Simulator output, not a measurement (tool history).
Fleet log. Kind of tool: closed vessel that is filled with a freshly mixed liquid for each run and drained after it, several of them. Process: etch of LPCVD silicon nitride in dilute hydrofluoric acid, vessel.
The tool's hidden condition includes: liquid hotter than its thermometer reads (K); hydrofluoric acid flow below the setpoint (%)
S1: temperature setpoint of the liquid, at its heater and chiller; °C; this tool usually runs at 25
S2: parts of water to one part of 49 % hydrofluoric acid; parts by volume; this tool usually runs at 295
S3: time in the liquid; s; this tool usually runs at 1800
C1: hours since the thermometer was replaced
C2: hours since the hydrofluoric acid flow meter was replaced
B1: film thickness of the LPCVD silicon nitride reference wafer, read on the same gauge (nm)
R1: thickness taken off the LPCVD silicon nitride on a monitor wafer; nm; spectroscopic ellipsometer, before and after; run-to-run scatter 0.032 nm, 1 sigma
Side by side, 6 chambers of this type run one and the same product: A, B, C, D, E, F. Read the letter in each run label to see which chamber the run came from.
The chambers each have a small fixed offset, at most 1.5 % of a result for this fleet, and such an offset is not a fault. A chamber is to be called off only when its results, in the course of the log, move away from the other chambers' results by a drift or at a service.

{"run": "1A", "hour": 11.8, "S1": 25, "S2": 295, "S3": 1800, "C1": 84.6, "C2": 152.3, "B1": 150.01, "R1": 3.243}
{"run": "2B", "hour": 19.0, "S1": 25, "S2": 295, "S3": 1800, "C1": 195.2, "C2": 477.9, "B1": 150.01, "R1": 3.2278}
{"run": "3D", "hour": 26.5, "S1": 25, "S2": 295, "S3": 1800, "C1": 1692.1, "C2": 405.3, "B1": 150, "R1": 3.1826}
{"run": "4E", "hour": 33.3, "S1": 25, "S2": 295, "S3": 1800, "C1": 475.6, "C2": 115, "B1": 150.04, "R1": 3.2078}
{"run": "5C", "hour": 46.4, "S1": 25, "S2": 295, "S3": 1800, "C1": 91.2, "C2": 678, "B1": 150.01, "R1": 3.2345}
{"run": "6F", "hour": 58.7, "S1": 25, "S2": 295, "S3": 1800, "C1": 1529.6, "C2": 716.1, "B1": 150, "R1": 3.1747}
{"run": "7E", "hour": 69.7, "S1": 25, "S2": 295, "S3": 1040, "C1": 512, "C2": 151.4, "B1": 150.01, "R1": 1.8602}
{"run": "8B", "hour": 77.7, "S1": 25, "S2": 295, "S3": 1040, "C1": 253.9, "C2": 536.6, "B1": 150.02, "R1": 1.8836}
{"run": "9C", "hour": 88.7, "S1": 25, "S2": 295, "S3": 1040, "C1": 133.5, "C2": 720.3, "B1": 149.99, "R1": 1.8903}
{"run": "10F", "hour": 95.6, "S1": 25, "S2": 295, "S3": 1040, "C1": 1566.5, "C2": 753, "B1": 149.99, "R1": 1.8545}
{"run": "11D", "hour": 109.8, "S1": 25, "S2": 295, "S3": 1040, "C1": 1775.4, "C2": 488.6, "B1": 149.99, "R1": 1.8405}
{"run": "12A", "hour": 117.1, "S1": 25, "S2": 295, "S3": 1040, "C1": 189.9, "C2": 257.6, "B1": 149.96, "R1": 1.8649}
{"run": "13F", "hour": 125.0, "S1": 25, "S2": 295, "S3": 1800, "C1": 1595.9, "C2": 782.4, "B1": 149.99, "R1": 3.224}
{"run": "14C", "hour": 137.8, "S1": 25, "S2": 295, "S3": 1800, "C1": 182.6, "C2": 769.4, "B1": 150, "R1": 3.2088}
{"run": "15D", "hour": 151.7, "S1": 25, "S2": 295, "S3": 1800, "C1": 1817.3, "C2": 530.5, "B1": 149.98, "R1": 3.1982}
{"run": "16B", "hour": 159.0, "S1": 25, "S2": 295, "S3": 1800, "C1": 335.2, "C2": 617.9, "B1": 150.01, "R1": 3.2629}
{"run": "17A", "hour": 172.9, "S1": 25, "S2": 295, "S3": 1800, "C1": 245.7, "C2": 313.4, "B1": 150.01, "R1": 3.288}
{"run": "18E", "hour": 181.1, "S1": 25, "S2": 295, "S3": 1800, "C1": 623.4, "C2": 262.8, "B1": 150.01, "R1": 3.2259}
{"run": "19A", "hour": 194.0, "S1": 25, "S2": 350, "S3": 1800, "C1": 266.8, "C2": 334.5, "B1": 150.01, "R1": 2.7582}
{"run": "20D", "hour": 208.4, "S1": 25, "S2": 350, "S3": 1800, "C1": 1874, "C2": 587.2, "B1": 149.97, "R1": 2.6849}
{"run": "21E", "hour": 218.1, "S1": 25, "S2": 350, "S3": 1800, "C1": 660.4, "C2": 299.8, "B1": 150, "R1": 2.7586}
{"run": "22F", "hour": 231.6, "S1": 25, "S2": 350, "S3": 1800, "C1": 1702.5, "C2": 889, "B1": 150.04, "R1": 2.7613}
{"run": "23C", "hour": 244.2, "S1": 25, "S2": 350, "S3": 1800, "C1": 289, "C2": 875.8, "B1": 150, "R1": 2.7114}
{"run": "24B", "hour": 252.3, "S1": 25, "S2": 350, "S3": 1800, "C1": 428.5, "C2": 711.2, "B1": 150.01, "R1": 2.7066}
{"run": "25B", "hour": 264.1, "S1": 27.5, "S2": 435, "S3": 1800, "C1": 440.3, "C2": 723, "B1": 150.02, "R1": 2.5695}
{"run": "26C", "hour": 273.3, "S1": 27.5, "S2": 435, "S3": 1800, "C1": 318.1, "C2": 904.9, "B1": 149.97, "R1": 2.5163}
{"run": "27F", "hour": 285.2, "S1": 27.5, "S2": 435, "S3": 1800, "C1": 1756.1, "C2": 942.6, "B1": 150.01, "R1": 2.561}
{"hour": 293.4, "done": "chamber C: hydrofluoric acid flow meter replaced"}
{"run": "28A", "hour": 294.1, "S1": 27.5, "S2": 435, "S3": 1800, "C1": 366.9, "C2": 434.6, "B1": 149.99, "R1": 2.569}
{"run": "29E", "hour": 303.6, "S1": 27.5, "S2": 435, "S3": 1800, "C1": 745.9, "C2": 385.3, "B1": 149.99, "R1": 2.5088}
{"run": "30D", "hour": 314.5, "S1": 27.5, "S2": 435, "S3": 1800, "C1": 1980.1, "C2": 693.3, "B1": 150.01, "R1": 2.5076}
{"run": "31A", "hour": 323.1, "S1": 25, "S2": 295, "S3": 1800, "C1": 395.9, "C2": 463.6, "B1": 150, "R1": 3.2388}
{"run": "32F", "hour": 329.9, "S1": 25, "S2": 295, "S3": 1800, "C1": 1800.8, "C2": 987.3, "B1": 149.98, "R1": 3.2123}
{"run": "33B", "hour": 343.3, "S1": 25, "S2": 295, "S3": 1800, "C1": 519.5, "C2": 802.2, "B1": 149.98, "R1": 3.1902}
{"run": "34E", "hour": 356.9, "S1": 25, "S2": 295, "S3": 1800, "C1": 799.2, "C2": 438.6, "B1": 150.01, "R1": 3.2326}
{"run": "35C", "hour": 370.1, "S1": 25, "S2": 295, "S3": 1800, "C1": 414.9, "C2": 76.8, "B1": 150, "R1": 3.232}
{"run": "36D", "hour": 383.7, "S1": 25, "S2": 295, "S3": 1020, "C1": 2049.3, "C2": 762.5, "B1": 150.01, "R1": 1.8172}

Is one chamber out of step, is the gauge drifting, or do the chambers differ by no more than their own small offsets? For an off chamber, give its letter and the likeliest cause.

All chambers stay in line apart from their small fixed offsets, and the gauge does not drift.
